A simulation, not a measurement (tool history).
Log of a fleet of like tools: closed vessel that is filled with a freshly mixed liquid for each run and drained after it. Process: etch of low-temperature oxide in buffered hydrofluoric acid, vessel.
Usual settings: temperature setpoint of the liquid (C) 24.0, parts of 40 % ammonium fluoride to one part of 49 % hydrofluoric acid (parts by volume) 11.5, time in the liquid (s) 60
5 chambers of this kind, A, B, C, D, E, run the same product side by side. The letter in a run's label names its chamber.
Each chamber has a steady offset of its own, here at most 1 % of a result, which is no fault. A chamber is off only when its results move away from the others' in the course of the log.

| run | day | temperature setpoint of the liquid (C) | parts of 40 % ammonium fluoride to one part of 49 % hydrofluoric acid (parts by volume) | time in the liquid (s) | hours since the thermometer was replaced | hours since the hydrofluoric acid flow meter was replaced | read-back film thickness of the low-temperature oxide reference wafer, read on the same gauge (nm) | thickness taken off the low-temperature oxide on a monitor wafer (angstrom) |
|---|---|---|---|---|---|---|---|---|
| 1E | 0.300 | 24.0 | 11.5 | 60 | 1901.7 | 1792.6 | 29.995 | 1028.80 |
| 2C | 0.579 | 24.0 | 11.5 | 60 | 614.4 | 194.6 | 30.029 | 1033.30 |
| 3B | 0.892 | 24.0 | 11.5 | 60 | 997.0 | 232.5 | 29.988 | 1047.10 |
| 4D | 1.183 | 24.0 | 11.5 | 60 | 1352.8 | 1585.0 | 29.945 | 1048.10 |
| 5A | 1.471 | 24.0 | 11.5 | 60 | 1379.9 | 933.0 | 29.977 | 1038.40 |
| 6A | 1.700 | 24.0 | 11.5 | 60 | 1385.4 | 938.5 | 30.021 | 1053.20 |
| 7E | 1.992 | 24.0 | 11.5 | 60 | 1942.3 | 1833.2 | 29.986 | 1043.10 |
| 8D | 2.208 | 24.0 | 11.5 | 60 | 1377.4 | 1609.6 | 30.002 | 1047.30 |
| 9B | 2.533 | 24.0 | 11.5 | 60 | 1036.4 | 271.9 | 29.999 | 1027.50 |
| 10C | 2.754 | 24.0 | 11.5 | 60 | 666.6 | 246.8 | 30.043 | 1038.90 |
| 11D | 2.912 | 24.0 | 11.5 | 60 | 1394.3 | 1626.5 | 29.985 | 1049.80 |
| 12C | 3.204 | 24.0 | 11.5 | 60 | 677.4 | 257.6 | 29.982 | 1050.50 |
| 13B | 3.429 | 24.0 | 11.5 | 70 | 1057.9 | 293.4 | 30.033 | 1211.50 |
| 14A | 3.600 | 24.0 | 11.5 | 70 | 1431.0 | 984.1 | 29.983 | 1220.90 |
| 15E | 3.862 | 24.0 | 11.5 | 70 | 1987.2 | 1878.1 | 29.992 | 1212.30 |
| 16A | 4.017 | 24.0 | 11.5 | 70 | 1441.0 | 994.1 | 29.983 | 1221.30 |
| 17C | 4.283 | 24.0 | 11.5 | 70 | 703.3 | 283.5 | 29.980 | 1199.20 |
| 18D | 4.567 | 24.0 | 11.5 | 60 | 1434.0 | 1666.2 | 29.966 | 1038.50 |
| 19B | 4.842 | 24.0 | 11.5 | 60 | 1091.8 | 327.3 | 29.968 | 1044.70 |
| 20E | 5.079 | 27.5 | 11.5 | 60 | 2016.4 | 1907.3 | 30.001 | 1264.30 |
| 21A | 5.238 | 27.5 | 11.5 | 60 | 1470.3 | 1023.4 | 29.997 | 1270.10 |
| 22C | 5.400 | 27.5 | 11.5 | 60 | 730.1 | 310.3 | 29.947 | 1215.10 |
| 23B | 5.725 | 27.5 | 11.5 | 60 | 1113.0 | 348.5 | 29.985 | 1221.60 |
| 24D | 5.917 | 27.5 | 11.5 | 60 | 1466.4 | 1698.6 | 29.949 | 1275.70 |
| 25E | 6.067 | 24.0 | 11.5 | 60 | 2040.1 | 1931.0 | 29.989 | 1028.80 |
| 26E | 6.362 | 24.0 | 15.5 | 50 | 2047.2 | 1938.1 | 30.035 | 650.18 |
|  | 6.475 | chamber E: hydrofluoric acid flow meter replaced |
| 27A | 6.525 | 24.0 | 15.5 | 50 | 1501.2 | 1054.3 | 30.057 | 650.40 |
| 28C | 6.758 | 24.0 | 15.5 | 50 | 762.7 | 342.9 | 30.027 | 614.17 |
| 29B | 7.021 | 24.0 | 15.5 | 50 | 1144.1 | 379.6 | 29.986 | 635.40 |
| 30D | 7.192 | 24.0 | 15.5 | 50 | 1497.0 | 1729.2 | 29.995 | 646.24 |
| 31E | 7.508 | 24.0 | 11.5 | 60 | 2074.7 | 24.9 | 29.981 | 1052.30 |
| 32A | 7.800 | 22.5 | 11.5 | 85 | 1531.8 | 1084.9 | 29.993 | 1361.00 |
| 33B | 8.117 | 22.5 | 11.5 | 85 | 1170.4 | 405.9 | 29.992 | 1354.60 |
| 34D | 8.312 | 22.5 | 11.5 | 85 | 1523.9 | 1756.1 | 30.007 | 1338.40 |
| 35C | 8.517 | 22.5 | 11.5 | 85 | 804.9 | 385.1 | 29.936 | 1255.50 |
| 36D | 8.842 | 22.5 | 11.5 | 85 | 1536.6 | 1768.8 | 30.018 | 1399.40 |
| 37A | 9.142 | 24.0 | 11.5 | 60 | 1564.0 | 1117.1 | 29.969 | 1035.90 |
| 38B | 9.417 | 24.0 | 11.5 | 60 | 1201.6 | 437.1 | 29.957 | 1019.80 |

All 5 chambers run these settings next. Forecast each chamber's results:
| 39A | 9.650 | 24.0 | 11.5 | 75 |  |  |  | ? |
| 39B | 9.650 | 24.0 | 11.5 | 75 |  |  |  | ? |
| 39C | 9.650 | 24.0 | 11.5 | 75 |  |  |  | ? |
| 39D | 9.650 | 24.0 | 11.5 | 75 |  |  |  | ? |
| 39E | 9.650 | 24.0 | 11.5 | 75 |  |  |  | ? |

| run | thickness taken off the low-temperature oxide on a monitor wafer (angstrom) |
|---|---|
| 39A | 1316.00 |
| 39B | 1293.10 |
| 39C | 1175.70 |
| 39D | 1318.80 |
| 39E | 1305.90 |
